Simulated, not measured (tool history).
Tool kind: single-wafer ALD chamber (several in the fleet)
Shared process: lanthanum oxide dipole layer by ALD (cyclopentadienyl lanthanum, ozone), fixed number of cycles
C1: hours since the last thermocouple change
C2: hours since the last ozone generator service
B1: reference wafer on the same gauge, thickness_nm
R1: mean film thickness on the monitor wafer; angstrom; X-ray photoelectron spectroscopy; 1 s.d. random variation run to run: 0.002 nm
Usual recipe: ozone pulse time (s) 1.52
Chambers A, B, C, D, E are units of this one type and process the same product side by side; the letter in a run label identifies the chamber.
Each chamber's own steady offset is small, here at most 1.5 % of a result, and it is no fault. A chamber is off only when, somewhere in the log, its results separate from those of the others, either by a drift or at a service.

Run 1D, day 0.2: usual settings; C1 325.4; C2 120.9; B1 0.64805. Result: R1 5.5231 angstrom.
Run 2B, day 0.471: usual settings; C1 782.5; C2 103; B1 0.64752. Result: R1 5.4355 angstrom.
Run 3C, day 0.608: usual settings; C1 163.4; C2 1053.8; B1 0.64808. Result: R1 5.457 angstrom.
Run 4A, day 0.846: usual settings; C1 897.2; C2 298.3; B1 0.64813. Result: R1 5.5412 angstrom.
Run 5E, day 0.988: usual settings; C1 262.1; C2 120.1; B1 0.64789. Result: R1 5.4117 angstrom.
Run 6C, day 1.3: usual settings; C1 180; C2 1070.4; B1 0.64767. Result: R1 5.4743 angstrom.
Run 7E, day 1.571: usual settings; C1 276.1; C2 134.1; B1 0.64811. Result: R1 5.4832 angstrom.
Run 8D, day 1.742: usual settings; C1 362.4; C2 157.9; B1 0.64802. Result: R1 5.5261 angstrom.
Run 9B, day 2.008: usual settings; C1 819.4; C2 139.9; B1 0.64786. Result: R1 5.4556 angstrom.
Run 10A, day 2.283: usual settings but ozone pulse time (s) 1.99; C1 931.7; C2 332.8; B1 0.64789. Result: R1 5.7044 angstrom.
Run 11E, day 2.488: usual settings but ozone pulse time (s) 1.99; C1 298.1; C2 156.1; B1 0.64776. Result: R1 5.6237 angstrom.
Run 12C, day 2.625: usual settings but ozone pulse time (s) 1.99; C1 211.8; C2 1102.2; B1 0.64769. Result: R1 5.6003 angstrom.
Run 13A, day 2.767: usual settings but ozone pulse time (s) 1.99; C1 943.3; C2 344.4; B1 0.64753. Result: R1 5.734 angstrom.
Run 14D, day 2.979: usual settings but ozone pulse time (s) 1.99; C1 392.1; C2 187.6; B1 0.64747. Result: R1 5.7128 angstrom.
Run 15B, day 3.275: usual settings but ozone pulse time (s) 1.93; C1 849.8; C2 170.3; B1 0.64811. Result: R1 5.6002 angstrom.
Run 16D, day 3.454: usual settings but ozone pulse time (s) 1.93; C1 403.5; C2 199; B1 0.64824. Result: R1 5.6877 angstrom.
Run 17A, day 3.721: usual settings but ozone pulse time (s) 1.93; C1 966.2; C2 367.3; B1 0.64887. Result: R1 5.6647 angstrom.
Run 18C, day 4.012: usual settings but ozone pulse time (s) 1.93; C1 245.1; C2 1135.5; B1 0.64867. Result: R1 5.6421 angstrom.
Run 19B, day 4.192: usual settings but ozone pulse time (s) 1.93; C1 871.8; C2 192.3; B1 0.64828. Result: R1 5.5811 angstrom.
Run 20E, day 4.496: usual settings; C1 346.3; C2 204.3; B1 0.64855. Result: R1 5.456 angstrom.
Run 21A, day 4.758: usual settings; C1 991.1; C2 392.2; B1 0.64769. Result: R1 5.5246 angstrom.
Run 22C, day 4.925: usual settings; C1 267; C2 1157.4; B1 0.64772. Result: R1 5.5039 angstrom.
Run 23D, day 5.083: usual settings; C1 442.6; C2 238.1; B1 0.64733. Result: R1 5.5335 angstrom.
Run 24E, day 5.312: usual settings; C1 365.9; C2 223.9; B1 0.6477. Result: R1 5.4625 angstrom.
Run 25B, day 5.625: usual settings; C1 906.2; C2 226.7; B1 0.64822. Result: R1 5.3973 angstrom.
Run 26E, day 5.938: usual settings; C1 380.9; C2 238.9; B1 0.6485. Result: R1 5.4396 angstrom.
Run 27B, day 6.088: usual settings; C1 917.3; C2 237.8; B1 0.6475. Result: R1 5.4233 angstrom.
Run 28D, day 6.308: usual settings but ozone pulse time (s) 1.91; C1 472; C2 267.5; B1 0.64833. Result: R1 5.6423 angstrom.
Run 29A, day 6.45: usual settings but ozone pulse time (s) 1.91; C1 1031.7; C2 432.8; B1 0.64814. Result: R1 5.6881 angstrom.
Run 30C, day 6.671: usual settings but ozone pulse time (s) 1.91; C1 308.9; C2 1199.3; B1 0.64821. Result: R1 5.6009 angstrom.

Next, all 5 chambers run the settings below, one line each with question marks for the results. What does each chamber give?
Run 31A, day 6.9: usual settings. Result: R1 ?.
Run 31B, day 6.9: usual settings. Result: R1 ?.
Run 31C, day 6.9: usual settings. Result: R1 ?.
Run 31D, day 6.9: usual settings. Result: R1 ?.
Run 31E, day 6.9: usual settings. Result: R1 ?.

run      R1
31A   5.537
31B  5.4581
31C  5.4659
31D  5.5425
31E  5.4418

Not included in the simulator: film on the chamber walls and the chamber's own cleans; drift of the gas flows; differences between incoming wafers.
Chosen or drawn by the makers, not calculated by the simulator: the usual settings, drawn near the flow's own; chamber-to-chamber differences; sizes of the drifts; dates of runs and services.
